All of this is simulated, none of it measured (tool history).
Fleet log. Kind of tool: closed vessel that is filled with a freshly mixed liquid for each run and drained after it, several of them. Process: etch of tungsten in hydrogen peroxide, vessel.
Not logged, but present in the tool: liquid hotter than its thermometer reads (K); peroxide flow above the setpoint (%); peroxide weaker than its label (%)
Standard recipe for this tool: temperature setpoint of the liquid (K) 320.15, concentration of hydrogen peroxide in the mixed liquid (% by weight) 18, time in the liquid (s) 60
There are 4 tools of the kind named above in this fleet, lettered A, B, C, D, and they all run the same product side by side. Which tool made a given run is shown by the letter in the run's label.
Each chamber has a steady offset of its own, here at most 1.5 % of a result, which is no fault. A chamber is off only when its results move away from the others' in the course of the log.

run,hour,temperature setpoint of the liquid (K),concentration of hydrogen peroxide in the mixed liquid (% by weight),time in the liquid (s),hours since the thermometer was replaced,hours since the peroxide flow meter was replaced,hours since the drum of peroxide was connected,"read-back film thickness of the tungsten reference wafer, read on the same gauge (nm)",thickness taken off the tungsten on a monitor wafer (angstrom)
1D,8.6,320.15,18,60,550.1,340.1,112.4,110.03,975.47
# hour 9.7: chamber C: peroxide flow meter replaced
2A,14,320.15,18,60,979.3,1076.1,473.9,110.02,965.02
# hour 16.3: chamber A: thermometer replaced
3B,23.5,320.15,18,60,312.1,573.3,355.2,109.98,934.47
4C,29.1,320.15,18,60,542.9,19.5,161.6,110.02,966.12
5B,37.5,320.15,18,60,326.1,587.3,369.2,109.99,966.09
# hour 40.2: chamber B: new drum of peroxide connected
6A,42.2,320.15,18,60,26,1104.3,502.1,110.02,969.64
7D,50.3,320.15,18,60,591.8,381.8,154.1,110.01,953.59
8C,56,320.15,18,60,569.8,46.4,188.5,109.99,966.26
9C,66.2,320.15,18,60,580,56.6,198.7,109.97,971.45
# hour 67: chamber D: thermometer replaced
10B,75,320.15,18,60,363.6,624.8,34.8,110,951.08
11A,79.8,320.15,18,60,63.6,1141.9,539.7,109.97,962.07
12D,87.9,320.15,18,60,21,419.4,191.7,110,950.32
13B,94.7,320.15,18,60,383.3,644.5,54.5,110.01,947.21
14D,101.9,320.15,18,60,35,433.4,205.7,109.98,941.95
15A,107.4,329.15,18,35,91.2,1169.5,567.3,109.99,978.82
16C,112.7,329.15,18,35,626.5,103.1,245.2,110,976.55
17A,123.1,329.15,18,35,106.9,1185.2,583,109.98,1002.3
18D,129.9,329.15,18,35,63,461.4,233.7,109.99,979.91
19B,137.1,320.15,13,60,425.7,686.9,96.9,109.96,810.38
20C,143.7,320.15,13,60,657.5,134.1,276.2,110.03,830.01
21C,148.5,320.15,13,60,662.3,138.9,281,110,817.54
22A,158.8,320.15,13,60,142.6,1220.9,618.7,109.99,834.99
23B,163.5,320.15,18,60,452.1,713.3,123.3,110.05,954.57
24D,169.4,320.15,18,60,102.5,500.9,273.2,109.98,950.29
25D,177.5,320.15,18,60,110.6,509,281.3,109.99,963.64
26C,185.5,320.15,18,60,699.3,175.9,318,110,970.55
27A,193,320.15,18,60,176.8,1255.1,652.9,109.99,969.01
28B,197.7,314.15,18,75,486.3,747.5,157.5,110.04,805.61
29A,207.3,314.15,18,75,191.1,1269.4,667.2,110,817.04

Predict what each chamber gives when all 4 of them run the settings below next.
30A,214.8,320.15,18,60,,,,,?
30B,214.8,320.15,18,60,,,,,?
30C,214.8,320.15,18,60,,,,,?
30D,214.8,320.15,18,60,,,,,?

run,thickness taken off the tungsten on a monitor wafer (angstrom)
30A,975.21
30B,952.69
30C,968.98
30D,961.73
